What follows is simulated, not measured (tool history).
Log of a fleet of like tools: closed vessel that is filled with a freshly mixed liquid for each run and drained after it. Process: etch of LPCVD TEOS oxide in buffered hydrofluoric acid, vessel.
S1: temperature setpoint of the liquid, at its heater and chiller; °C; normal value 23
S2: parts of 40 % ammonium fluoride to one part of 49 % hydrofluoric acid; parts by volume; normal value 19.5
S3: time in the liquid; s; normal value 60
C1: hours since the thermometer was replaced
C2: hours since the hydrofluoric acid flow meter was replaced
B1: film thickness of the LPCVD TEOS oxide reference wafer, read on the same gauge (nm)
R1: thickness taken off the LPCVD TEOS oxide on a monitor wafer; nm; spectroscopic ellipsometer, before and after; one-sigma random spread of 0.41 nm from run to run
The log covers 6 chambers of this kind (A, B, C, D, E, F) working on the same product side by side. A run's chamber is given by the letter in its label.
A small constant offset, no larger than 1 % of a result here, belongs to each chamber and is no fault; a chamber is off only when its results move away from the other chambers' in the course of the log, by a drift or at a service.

{"run": "1C", "hour": 8.6, "S1": 23, "S2": 19.5, "S3": 60, "C1": 1261.3, "C2": 313.5, "B1": 59.994, "R1": 48.498}
{"run": "2E", "hour": 16.3, "S1": 23, "S2": 19.5, "S3": 60, "C1": 1300.7, "C2": 706.6, "B1": 60.006, "R1": 48.637}
{"run": "3A", "hour": 24.2, "S1": 23, "S2": 19.5, "S3": 60, "C1": 1489.6, "C2": 371.2, "B1": 59.996, "R1": 47.16}
{"run": "4D", "hour": 30.2, "S1": 23, "S2": 19.5, "S3": 60, "C1": 1686.9, "C2": 149.1, "B1": 59.998, "R1": 46.678}
{"run": "5B", "hour": 40.0, "S1": 23, "S2": 19.5, "S3": 60, "C1": 239.9, "C2": 981.1, "B1": 60.004, "R1": 47.251}
{"run": "6F", "hour": 45.9, "S1": 23, "S2": 19.5, "S3": 60, "C1": 1018.7, "C2": 1047.4, "B1": 59.999, "R1": 47.82}
{"run": "7D", "hour": 53.3, "S1": 23, "S2": 19.5, "S3": 60, "C1": 1710, "C2": 172.2, "B1": 59.997, "R1": 47.471}
{"run": "8B", "hour": 59.0, "S1": 23, "S2": 26.5, "S3": 60, "C1": 258.9, "C2": 1000.1, "B1": 59.997, "R1": 37.414}
{"run": "9C", "hour": 64.9, "S1": 23, "S2": 26.5, "S3": 60, "C1": 1317.6, "C2": 369.8, "B1": 59.997, "R1": 38.961}
{"run": "10E", "hour": 72.6, "S1": 23, "S2": 26.5, "S3": 60, "C1": 1357, "C2": 762.9, "B1": 60.001, "R1": 39.007}
{"run": "11F", "hour": 80.0, "S1": 23, "S2": 26.5, "S3": 60, "C1": 1052.8, "C2": 1081.5, "B1": 59.998, "R1": 38.348}
{"run": "12A", "hour": 85.6, "S1": 23, "S2": 26.5, "S3": 60, "C1": 1551, "C2": 432.6, "B1": 60.003, "R1": 37.937}
{"run": "13D", "hour": 94.4, "S1": 23, "S2": 26.5, "S3": 60, "C1": 1751.1, "C2": 213.3, "B1": 60.004, "R1": 37.959}
{"run": "14A", "hour": 101.2, "S1": 23, "S2": 19.5, "S3": 60, "C1": 1566.6, "C2": 448.2, "B1": 59.978, "R1": 47.655}
{"run": "15B", "hour": 110.9, "S1": 23, "S2": 19.5, "S3": 60, "C1": 310.8, "C2": 1052, "B1": 59.999, "R1": 47.337}
{"run": "16F", "hour": 121.5, "S1": 23, "S2": 14.5, "S3": 60, "C1": 1094.3, "C2": 1123, "B1": 60, "R1": 61.97}
{"run": "17C", "hour": 130.8, "S1": 23, "S2": 14.5, "S3": 60, "C1": 1383.5, "C2": 435.7, "B1": 60.004, "R1": 63.481}
{"hour": 132.3, "done": "chamber A: thermometer replaced"}
{"run": "18E", "hour": 136.8, "S1": 23, "S2": 14.5, "S3": 60, "C1": 1421.2, "C2": 827.1, "B1": 60.011, "R1": 64.722}
{"run": "19A", "hour": 145.6, "S1": 23, "S2": 14.5, "S3": 60, "C1": 13.3, "C2": 492.6, "B1": 59.989, "R1": 64.31}
{"run": "20B", "hour": 156.0, "S1": 23, "S2": 14.5, "S3": 60, "C1": 355.9, "C2": 1097.1, "B1": 59.989, "R1": 62.062}
{"run": "21D", "hour": 164.3, "S1": 23, "S2": 14.5, "S3": 60, "C1": 1821, "C2": 283.2, "B1": 60.007, "R1": 63.039}
{"run": "22F", "hour": 170.9, "S1": 23, "S2": 19.5, "S3": 60, "C1": 1143.7, "C2": 1172.4, "B1": 59.975, "R1": 45.169}
{"run": "23C", "hour": 180.5, "S1": 23, "S2": 19.5, "S3": 60, "C1": 1433.2, "C2": 485.4, "B1": 60, "R1": 48.278}
{"run": "24E", "hour": 186.3, "S1": 23, "S2": 19.5, "S3": 60, "C1": 1470.7, "C2": 876.6, "B1": 60.018, "R1": 48.263}
{"run": "25C", "hour": 194.9, "S1": 23, "S2": 19.5, "S3": 60, "C1": 1447.6, "C2": 499.8, "B1": 59.975, "R1": 48.09}
{"run": "26F", "hour": 202.8, "S1": 23, "S2": 19.5, "S3": 60, "C1": 1175.6, "C2": 1204.3, "B1": 60.003, "R1": 44.434}
{"run": "27E", "hour": 212.5, "S1": 23, "S2": 19.5, "S3": 60, "C1": 1496.9, "C2": 902.8, "B1": 60.015, "R1": 47.951}
{"run": "28A", "hour": 218.2, "S1": 23, "S2": 19.5, "S3": 60, "C1": 85.9, "C2": 565.2, "B1": 60.015, "R1": 48.274}
{"run": "29D", "hour": 226.6, "S1": 23, "S2": 19.5, "S3": 60, "C1": 1883.3, "C2": 345.5, "B1": 60.004, "R1": 47.305}
{"run": "30B", "hour": 237.0, "S1": 23, "S2": 19.5, "S3": 60, "C1": 436.9, "C2": 1178.1, "B1": 60.001, "R1": 47.246}
{"run": "31F", "hour": 248.0, "S1": 27.5, "S2": 19.5, "S3": 75, "C1": 1220.8, "C2": 1249.5, "B1": 60.003, "R1": 69.712}
{"run": "32C", "hour": 254.5, "S1": 27.5, "S2": 19.5, "S3": 75, "C1": 1507.2, "C2": 559.4, "B1": 60.006, "R1": 76.163}
{"run": "33B", "hour": 263.4, "S1": 27.5, "S2": 19.5, "S3": 75, "C1": 463.3, "C2": 1204.5, "B1": 59.983, "R1": 75.903}
{"run": "34A", "hour": 272.4, "S1": 27.5, "S2": 19.5, "S3": 75, "C1": 140.1, "C2": 619.4, "B1": 60.015, "R1": 75.293}
{"run": "35E", "hour": 278.1, "S1": 27.5, "S2": 19.5, "S3": 75, "C1": 1562.5, "C2": 968.4, "B1": 60.008, "R1": 77.202}
{"hour": 280.9, "done": "chamber F: hydrofluoric acid flow meter replaced"}
{"run": "36D", "hour": 288.3, "S1": 27.5, "S2": 19.5, "S3": 75, "C1": 1945, "C2": 407.2, "B1": 59.997, "R1": 76.003}
{"run": "37F", "hour": 293.1, "S1": 23, "S2": 19.5, "S3": 60, "C1": 1265.9, "C2": 12.3, "B1": 59.994, "R1": 42.811}

Next, every chamber runs the same settings. What will each give?
{"run": "38A", "hour": 301.0, "S1": 23, "S2": 19.5, "S3": 60, "R1": "?"}
{"run": "38B", "hour": 301.0, "S1": 23, "S2": 19.5, "S3": 60, "R1": "?"}
{"run": "38C", "hour": 301.0, "S1": 23, "S2": 19.5, "S3": 60, "R1": "?"}
{"run": "38D", "hour": 301.0, "S1": 23, "S2": 19.5, "S3": 60, "R1": "?"}
{"run": "38E", "hour": 301.0, "S1": 23, "S2": 19.5, "S3": 60, "R1": "?"}
{"run": "38F", "hour": 301.0, "S1": 23, "S2": 19.5, "S3": 60, "R1": "?"}

run=38A R1=47.394
run=38B R1=46.765
run=38C R1=47.288
run=38D R1=46.146
run=38E R1=48.002
run=38F R1=42.45
